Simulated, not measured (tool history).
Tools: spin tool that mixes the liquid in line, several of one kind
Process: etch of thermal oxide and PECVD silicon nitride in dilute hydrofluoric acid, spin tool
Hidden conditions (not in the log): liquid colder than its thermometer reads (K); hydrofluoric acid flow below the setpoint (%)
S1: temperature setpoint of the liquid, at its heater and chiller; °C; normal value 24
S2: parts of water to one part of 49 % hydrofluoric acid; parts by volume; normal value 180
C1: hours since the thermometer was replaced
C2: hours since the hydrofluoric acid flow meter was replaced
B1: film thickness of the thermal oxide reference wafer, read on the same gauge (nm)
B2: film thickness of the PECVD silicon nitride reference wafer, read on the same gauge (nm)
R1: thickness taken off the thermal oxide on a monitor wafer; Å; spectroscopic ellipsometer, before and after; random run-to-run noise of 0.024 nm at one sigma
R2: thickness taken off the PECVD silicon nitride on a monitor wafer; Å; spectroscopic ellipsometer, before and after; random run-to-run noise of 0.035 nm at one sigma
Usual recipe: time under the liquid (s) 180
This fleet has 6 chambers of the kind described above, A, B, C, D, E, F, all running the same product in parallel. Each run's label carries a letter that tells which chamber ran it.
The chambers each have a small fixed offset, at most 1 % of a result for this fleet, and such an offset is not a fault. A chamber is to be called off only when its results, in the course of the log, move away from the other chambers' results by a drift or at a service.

{"run": "1A", "hour": 4.2, "S1": 24, "S2": 180, "time under the liquid (s)": 180, "C1": 264.8, "C2": 1443.7, "B1": 40.007, "B2": 99.991, "R1": 42.044, "R2": 24.163}
{"run": "2E", "hour": 8.1, "S1": 24, "S2": 180, "time under the liquid (s)": 180, "C1": 1263.9, "C2": 746, "B1": 39.977, "B2": 99.993, "R1": 41.995, "R2": 23.547}
{"run": "3B", "hour": 12.6, "S1": 24, "S2": 180, "time under the liquid (s)": 180, "C1": 1266.9, "C2": 158.4, "B1": 39.996, "B2": 99.996, "R1": 41.514, "R2": 23.752}
{"hour": 12.9, "done": "chamber E: hydrofluoric acid flow meter replaced"}
{"run": "4C", "hour": 16.1, "S1": 24, "S2": 180, "time under the liquid (s)": 180, "C1": 452.7, "C2": 516.6, "B1": 39.997, "B2": 99.993, "R1": 41.812, "R2": 23.963}
{"run": "5D", "hour": 20.1, "S1": 24, "S2": 180, "time under the liquid (s)": 180, "C1": 75.5, "C2": 1174.5, "B1": 40.013, "B2": 100, "R1": 42.065, "R2": 23.471}
{"run": "6F", "hour": 25.5, "S1": 24, "S2": 180, "time under the liquid (s)": 180, "C1": 112.4, "C2": 818.1, "B1": 40.014, "B2": 99.993, "R1": 41.91, "R2": 23.511}
{"run": "7D", "hour": 31.3, "S1": 24, "S2": 180, "time under the liquid (s)": 180, "C1": 86.7, "C2": 1185.7, "B1": 40.006, "B2": 99.992, "R1": 41.94, "R2": 24.656}
{"run": "8A", "hour": 33.9, "S1": 24, "S2": 180, "time under the liquid (s)": 180, "C1": 294.5, "C2": 1473.4, "B1": 40.005, "B2": 100.01, "R1": 41.865, "R2": 24.031}
{"run": "9F", "hour": 39.7, "S1": 24, "S2": 180, "time under the liquid (s)": 180, "C1": 126.6, "C2": 832.3, "B1": 39.988, "B2": 99.987, "R1": 42.339, "R2": 23.749}
{"run": "10B", "hour": 45.4, "S1": 24, "S2": 225, "time under the liquid (s)": 180, "C1": 1299.7, "C2": 191.2, "B1": 39.987, "B2": 100.01, "R1": 31.873, "R2": 19.536}
{"run": "11C", "hour": 48.6, "S1": 24, "S2": 225, "time under the liquid (s)": 180, "C1": 485.2, "C2": 549.1, "B1": 39.995, "B2": 99.984, "R1": 31.986, "R2": 19.49}
{"run": "12E", "hour": 51.3, "S1": 24, "S2": 225, "time under the liquid (s)": 180, "C1": 1307.1, "C2": 38.4, "B1": 40.013, "B2": 100.01, "R1": 32.049, "R2": 19.267}
{"run": "13C", "hour": 57.1, "S1": 24, "S2": 225, "time under the liquid (s)": 180, "C1": 493.7, "C2": 557.6, "B1": 39.986, "B2": 99.998, "R1": 32.025, "R2": 19.018}
{"run": "14E", "hour": 63.1, "S1": 24, "S2": 225, "time under the liquid (s)": 180, "C1": 1318.9, "C2": 50.2, "B1": 40.005, "B2": 99.998, "R1": 31.809, "R2": 19.44}
{"run": "15D", "hour": 68.6, "S1": 24, "S2": 225, "time under the liquid (s)": 180, "C1": 124, "C2": 1223, "B1": 39.991, "B2": 99.996, "R1": 31.791, "R2": 19.032}
{"run": "16A", "hour": 72.7, "S1": 24, "S2": 180, "time under the liquid (s)": 180, "C1": 333.3, "C2": 1512.2, "B1": 39.994, "B2": 100.01, "R1": 41.982, "R2": 24.289}
{"run": "17F", "hour": 78.1, "S1": 24, "S2": 180, "time under the liquid (s)": 180, "C1": 165, "C2": 870.7, "B1": 40.016, "B2": 99.982, "R1": 42.221, "R2": 23.91}
{"run": "18B", "hour": 83.2, "S1": 24, "S2": 180, "time under the liquid (s)": 120, "C1": 1337.5, "C2": 229, "B1": 39.997, "B2": 100.01, "R1": 27.856, "R2": 15.517}
{"run": "19D", "hour": 87.9, "S1": 24, "S2": 180, "time under the liquid (s)": 120, "C1": 143.3, "C2": 1242.3, "B1": 40.016, "B2": 99.998, "R1": 27.855, "R2": 15.961}
{"run": "20F", "hour": 93.2, "S1": 24, "S2": 180, "time under the liquid (s)": 120, "C1": 180.1, "C2": 885.8, "B1": 39.985, "B2": 100.01, "R1": 28.174, "R2": 16.35}
{"run": "21B", "hour": 98.0, "S1": 24, "S2": 180, "time under the liquid (s)": 120, "C1": 1352.3, "C2": 243.8, "B1": 40.014, "B2": 99.991, "R1": 27.827, "R2": 15.398}
{"run": "22C", "hour": 102.0, "S1": 24, "S2": 180, "time under the liquid (s)": 120, "C1": 538.6, "C2": 602.5, "B1": 39.984, "B2": 99.997, "R1": 27.75, "R2": 16.266}
{"run": "23E", "hour": 107.9, "S1": 24, "S2": 180, "time under the liquid (s)": 120, "C1": 1363.7, "C2": 95, "B1": 39.987, "B2": 99.998, "R1": 28.218, "R2": 15.835}
{"run": "24A", "hour": 111.0, "S1": 24, "S2": 180, "time under the liquid (s)": 180, "C1": 371.6, "C2": 1550.5, "B1": 40.01, "B2": 100, "R1": 42.048, "R2": 23.872}
{"run": "25D", "hour": 116.0, "S1": 24, "S2": 180, "time under the liquid (s)": 180, "C1": 171.4, "C2": 1270.4, "B1": 39.989, "B2": 99.976, "R1": 41.962, "R2": 23.955}
{"run": "26F", "hour": 121.4, "S1": 24, "S2": 180, "time under the liquid (s)": 180, "C1": 208.3, "C2": 914, "B1": 39.978, "B2": 100.01, "R1": 42.199, "R2": 23.723}
{"run": "27E", "hour": 127.2, "S1": 24, "S2": 180, "time under the liquid (s)": 180, "C1": 1383, "C2": 114.3, "B1": 39.994, "B2": 100, "R1": 41.676, "R2": 24.313}
{"run": "28A", "hour": 131.2, "S1": 24, "S2": 180, "time under the liquid (s)": 180, "C1": 391.8, "C2": 1570.7, "B1": 39.999, "B2": 100, "R1": 41.811, "R2": 24.24}
{"run": "29B", "hour": 135.0, "S1": 24, "S2": 180, "time under the liquid (s)": 180, "C1": 1389.3, "C2": 280.8, "B1": 39.993, "B2": 100.01, "R1": 41.79, "R2": 24.094}
{"run": "30C", "hour": 138.1, "S1": 24, "S2": 180, "time under the liquid (s)": 180, "C1": 574.7, "C2": 638.6, "B1": 39.997, "B2": 100.01, "R1": 41.61, "R2": 23.361}
{"run": "31C", "hour": 142.3, "S1": 24, "S2": 180, "time under the liquid (s)": 180, "C1": 578.9, "C2": 642.8, "B1": 40.009, "B2": 100.02, "R1": 41.264, "R2": 23.797}
{"run": "32E", "hour": 146.9, "S1": 24, "S2": 180, "time under the liquid (s)": 180, "C1": 1402.7, "C2": 134, "B1": 40.016, "B2": 99.972, "R1": 42.091, "R2": 24.039}
{"run": "33D", "hour": 149.5, "S1": 24, "S2": 180, "time under the liquid (s)": 180, "C1": 204.9, "C2": 1303.9, "B1": 40.003, "B2": 99.99, "R1": 42.262, "R2": 23.975}
{"run": "34A", "hour": 155.1, "S1": 24, "S2": 180, "time under the liquid (s)": 180, "C1": 415.7, "C2": 1594.6, "B1": 39.989, "B2": 99.998, "R1": 41.802, "R2": 24.017}
{"run": "35F", "hour": 159.7, "S1": 24, "S2": 180, "time under the liquid (s)": 180, "C1": 246.6, "C2": 952.3, "B1": 40.017, "B2": 99.975, "R1": 42.02, "R2": 24.145}
{"run": "36B", "hour": 164.4, "S1": 24, "S2": 180, "time under the liquid (s)": 180, "C1": 1418.7, "C2": 310.2, "B1": 39.983, "B2": 100.01, "R1": 41.874, "R2": 23.947}
{"run": "37D", "hour": 170.0, "S1": 24, "S2": 180, "time under the liquid (s)": 180, "C1": 225.4, "C2": 1324.4, "B1": 40.009, "B2": 100, "R1": 42.029, "R2": 24.657}
{"run": "38E", "hour": 172.8, "S1": 24, "S2": 180, "time under the liquid (s)": 180, "C1": 1428.6, "C2": 159.9, "B1": 40.004, "B2": 99.991, "R1": 41.938, "R2": 23.98}
{"run": "39C", "hour": 176.7, "S1": 24, "S2": 180, "time under the liquid (s)": 265, "C1": 613.3, "C2": 677.2, "B1": 39.983, "B2": 99.972, "R1": 61.55, "R2": 34.762}

What goes on in this fleet: one chamber off, a drifting gauge, or nothing beyond the chambers' own small offsets? Name the chamber and the cause, if any.

No chamber stands off beyond its own small offset, and the gauge holds steady.
